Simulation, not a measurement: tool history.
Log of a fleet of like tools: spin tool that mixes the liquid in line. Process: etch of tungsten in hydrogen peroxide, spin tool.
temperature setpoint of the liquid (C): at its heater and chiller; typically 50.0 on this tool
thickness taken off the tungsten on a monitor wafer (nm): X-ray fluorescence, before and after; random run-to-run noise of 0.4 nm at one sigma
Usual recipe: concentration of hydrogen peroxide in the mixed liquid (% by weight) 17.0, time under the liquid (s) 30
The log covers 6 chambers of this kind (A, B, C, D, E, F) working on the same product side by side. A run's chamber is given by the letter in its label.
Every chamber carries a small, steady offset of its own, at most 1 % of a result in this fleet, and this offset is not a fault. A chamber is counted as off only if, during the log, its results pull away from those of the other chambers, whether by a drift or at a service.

run	hour	temperature setpoint of the liquid (C)	concentration of hydrogen peroxide in the mixed liquid (% by weight)	time under the liquid (s)	hours since the thermometer was replaced	hours since the peroxide flow meter was replaced	hours since the heated supply line was repaired	hours since the drum of peroxide was connected	read-back film thickness of the tungsten reference wafer, read on the same gauge (nm)	thickness taken off the tungsten on a monitor wafer (nm)
1F	4.3	50.0	17.0	30	183.2	1147.4	1254.9	475.2	40.005	44.825
2B	8.2	50.0	17.0	30	1529.7	219.6	1739.9	86.8	40.002	45.081
3D	11.1	50.0	17.0	30	972.2	268.8	1954.5	253.7	40.026	44.544
4A	14.7	50.0	17.0	30	1328.8	142.6	1085.9	137.0	40.046	45.473
5E	18.3	50.0	17.0	30	180.3	500.9	617.7	851.5	39.992	44.680
6C	20.9	50.0	17.0	30	1774.2	421.2	484.5	179.0	40.052	45.394
7F	23.3	50.0	17.0	30	202.2	1166.4	1273.9	494.2	39.986	44.924
8B	27.2	50.0	14.0	30	1548.7	238.6	1758.9	105.8	39.998	41.937
9E	30.1	50.0	14.0	30	192.1	512.7	629.5	863.3	40.012	41.461
10C	35.2	50.0	14.0	30	1788.5	435.5	498.8	193.3	40.018	41.179
11D	38.2	50.0	14.0	30	999.3	295.9	1981.6	280.8	40.021	41.262
12A	43.3	50.0	14.0	30	1357.4	171.2	1114.5	165.6	39.993	41.239
13B	47.9	50.0	14.0	30	1569.4	259.3	1779.6	126.5	39.962	41.933
14F	52.0	50.0	15.0	30	230.9	1195.1	1302.6	522.9	39.990	42.599
15D	56.9	50.0	15.0	30	1018.0	314.6	2000.3	299.5	39.984	41.377
16E	61.5	50.0	15.0	30	223.5	544.1	660.9	894.7	40.007	42.689
17C	66.6	50.0	15.0	30	1819.9	466.9	530.2	224.7	40.011	42.596
18A	69.9	50.0	15.0	30	1384.0	197.8	1141.1	192.2	40.030	42.097
19E	74.0	50.0	15.0	30	236.0	556.6	673.4	907.2	39.949	41.611
20F	79.1	50.0	17.0	30	258.0	1222.2	1329.7	550.0	40.038	44.999
21D	82.7	50.0	17.0	30	1043.8	340.4	2026.1	325.3	39.987	44.793
22B	87.4	50.0	17.0	30	1608.9	298.8	1819.1	166.0	40.008	46.455
23A	90.2	50.0	17.0	30	1404.3	218.1	1161.4	212.5	39.995	44.358
24C	94.1	50.0	17.0	30	1847.4	494.4	557.7	252.2	40.030	45.901
25D	99.0	50.0	17.0	30	1060.1	356.7	2042.4	341.6	40.031	45.012
26C	103.0	50.0	17.0	30	1856.3	503.3	566.6	261.1	40.004	45.928
# hour 103.8: chamber F: heated supply line repaired
27B	107.0	41.5	17.0	45	1628.5	318.4	1838.7	185.6	40.022	42.208
28F	111.5	41.5	17.0	45	290.4	1254.6	7.8	582.4	40.011	40.551
29A	114.9	41.5	17.0	45	1429.0	242.8	1186.1	237.2	39.971	39.635
30E	118.7	41.5	17.0	45	280.7	601.3	718.1	951.9	40.018	39.564
31E	123.2	41.5	17.0	45	285.2	605.8	722.6	956.4	39.983	39.631
32B	127.3	41.5	17.0	45	1648.8	338.7	1859.0	205.9	39.997	41.853
33A	130.0	50.0	14.5	30	1444.1	257.9	1201.2	252.3	40.007	41.269
34C	133.8	50.0	14.5	30	1887.1	534.1	597.4	291.9	40.006	42.409
35D	138.7	50.0	14.5	30	1099.8	396.4	2082.1	381.3	40.008	41.768
36F	143.0	50.0	14.5	30	321.9	1286.1	39.3	613.9	39.998	41.882
37D	146.4	50.0	14.5	30	1107.5	404.1	2089.8	389.0	39.983	41.493
38C	148.9	50.0	14.5	30	1902.2	549.2	612.5	307.0	39.990	42.100
39F	153.6	50.0	17.0	30	332.5	1296.7	49.9	624.5	40.020	45.450
40A	158.6	50.0	17.0	30	1472.7	286.5	1229.8	280.9	40.025	44.238

Has any chamber moved away from the others, gradually or after a service, or does the common gauge drift, or do the chambers differ only by their own small steady offsets? State the chamber and the most likely cause if one applies.

Chamber B drifts away from the others.
Cause: liquid hotter than its thermometer reads (K) = 1.
With only this log, it may be confused with: peroxide flow above the setpoint (%).

Below are 4 candidate recipes for chamber B's next run, each the usual settings with a change, their results shown as question marks. Which of them brings B's results back in line with what the other chambers give on the usual settings?
In line here means within this much of the mean the other chambers give on the usual settings: thickness taken off the tungsten on a monitor wafer (nm) 1.400
41B-1	162.4	51.0	17.0	30						?
41B-2	162.4	49.0	17.0	30						?
41B-3	162.4	50.0	13.5	30						?
41B-4	162.4	52.0	17.0	30						?

On the usual settings, the other chambers give on average: thickness taken off the tungsten on a monitor wafer (nm) 45.084
run	thickness taken off the tungsten on a monitor wafer (nm)
41B-1	51.171
41B-2	45.317
41B-3	42.869
41B-4	54.345
41B-2 is the one that brings the chamber's results back in line with the other chambers.
